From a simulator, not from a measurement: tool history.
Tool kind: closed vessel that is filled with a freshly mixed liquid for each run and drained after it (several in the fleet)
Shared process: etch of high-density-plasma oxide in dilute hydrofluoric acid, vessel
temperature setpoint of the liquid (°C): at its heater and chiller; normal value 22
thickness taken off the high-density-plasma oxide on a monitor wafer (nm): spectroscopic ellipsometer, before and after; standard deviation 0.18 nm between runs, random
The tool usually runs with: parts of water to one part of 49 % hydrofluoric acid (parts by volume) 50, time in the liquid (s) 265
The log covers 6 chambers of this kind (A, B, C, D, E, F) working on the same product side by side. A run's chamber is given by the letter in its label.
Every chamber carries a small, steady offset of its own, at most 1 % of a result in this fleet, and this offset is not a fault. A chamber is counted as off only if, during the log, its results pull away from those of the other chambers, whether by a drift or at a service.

| run | hour | temperature setpoint of the liquid (°C) | parts of water to one part of 49 % hydrofluoric acid (parts by volume) | time in the liquid (s) | read-back film thickness of the high-density-plasma oxide reference wafer, read on the same gauge (nm) | thickness taken off the high-density-plasma oxide on a monitor wafer (nm) |
|---|---|---|---|---|---|---|
| 1B | 4.7 | 22 | 50 | 265 | 139.98 | 26.753 |
| 2F | 9.1 | 22 | 50 | 265 | 139.98 | 26.792 |
| 3A | 13.8 | 22 | 50 | 265 | 139.99 | 26.489 |
| 4C | 18.5 | 22 | 50 | 265 | 140.03 | 26.144 |
| 5D | 22.8 | 22 | 50 | 265 | 140.02 | 26.661 |
| 6E | 28.1 | 18.5 | 50 | 265 | 139.98 | 23.119 |
|  | 30.7 | chamber A: hydrofluoric acid flow meter replaced |
| 7F | 36 | 18.5 | 50 | 265 | 139.99 | 23.111 |
| 8D | 42.4 | 18.5 | 50 | 265 | 139.95 | 23.064 |
| 9A | 47.4 | 18.5 | 50 | 265 | 139.99 | 22.685 |
| 10B | 53.9 | 18.5 | 50 | 265 | 140.01 | 22.915 |
| 11C | 60.5 | 18.5 | 50 | 265 | 140.04 | 22.511 |
| 12E | 68.7 | 22 | 50 | 265 | 140.01 | 26.996 |
| 13A | 73 | 22 | 50 | 265 | 139.97 | 26.355 |
| 14F | 78.3 | 22 | 50 | 265 | 139.94 | 26.839 |
| 15D | 86.8 | 22 | 50 | 265 | 140.01 | 26.219 |
| 16C | 94.6 | 22 | 50 | 265 | 140.01 | 26.198 |
| 17B | 102.6 | 22 | 50 | 265 | 140 | 26.85 |
| 18E | 110.3 | 22 | 50 | 265 | 139.99 | 26.593 |
| 19D | 116 | 22 | 50 | 265 | 140.01 | 25.7 |
| 20E | 124.4 | 22 | 50 | 265 | 140.02 | 26.499 |
| 21A | 130.4 | 22 | 50 | 265 | 139.99 | 26.495 |
| 22C | 137.9 | 22 | 50 | 265 | 140.02 | 26.286 |
| 23F | 143.5 | 22 | 50 | 265 | 139.97 | 26.832 |
|  | 146.7 | chamber C: hydrofluoric acid flow meter replaced |
| 24B | 147.7 | 22 | 50 | 265 | 139.98 | 26.793 |
| 25B | 155 | 22 | 50 | 265 | 140.01 | 26.577 |
| 26A | 162.1 | 22 | 50 | 265 | 140.01 | 26.633 |
| 27C | 169.1 | 22 | 50 | 265 | 140.01 | 26.476 |
| 28D | 172.9 | 22 | 50 | 265 | 140.02 | 24.986 |
| 29E | 177.1 | 22 | 50 | 265 | 139.98 | 26.682 |
| 30F | 184.8 | 22 | 30 | 265 | 139.99 | 45.364 |
| 31B | 192.6 | 22 | 30 | 265 | 140.02 | 45.788 |
| 32D | 197.2 | 22 | 30 | 265 | 139.99 | 42.754 |
| 33A | 203.4 | 22 | 30 | 265 | 139.99 | 45.115 |
| 34E | 211.2 | 22 | 30 | 265 | 140.03 | 45.68 |
| 35F | 217.8 | 22 | 30 | 265 | 140.02 | 44.999 |
| 36C | 223.8 | 22 | 50 | 265 | 140.02 | 26.343 |
| 37A | 229 | 22 | 50 | 265 | 139.99 | 26.548 |
| 38C | 236.6 | 22 | 50 | 265 | 140.04 | 25.952 |

Has any chamber moved away from the others, gradually or after a service, or does the common gauge drift, or do the chambers differ only by their own small steady offsets? State the chamber and the most likely cause if one applies.

Little by little, chamber D moves away from the other chambers.
What lies behind it: hydrofluoric acid flow below the setpoint (%) = 8.22.
Not necessarily distinguishable in this log from: liquid colder than its thermometer reads (K).

Below are 4 candidate recipes for chamber D's next run, each the usual settings with a change, their results shown as question marks. Which of them brings D's results back in line with what the other chambers give on the usual settings?
Allowed miss from the other chambers' usual-settings mean, per result, to count as in line: thickness taken off the high-density-plasma oxide on a monitor wafer (nm) 0.63
| 39D-1 | 242.8 | 22 | 50 | 255 |  | ? |
| 39D-2 | 242.8 | 20 | 50 | 265 |  | ? |
| 39D-3 | 242.8 | 22 | 50 | 290 |  | ? |
| 39D-4 | 242.8 | 22 | 50 | 275 |  | ? |

Usual-settings mean across the other chambers: thickness taken off the high-density-plasma oxide on a monitor wafer (nm) 26.554
| run | thickness taken off the high-density-plasma oxide on a monitor wafer (nm) |
|---|---|
| 39D-1 | 23.46 |
| 39D-2 | 22.425 |
| 39D-3 | 26.679 |
| 39D-4 | 25.299 |
39D-3 brings the chamber back in line.
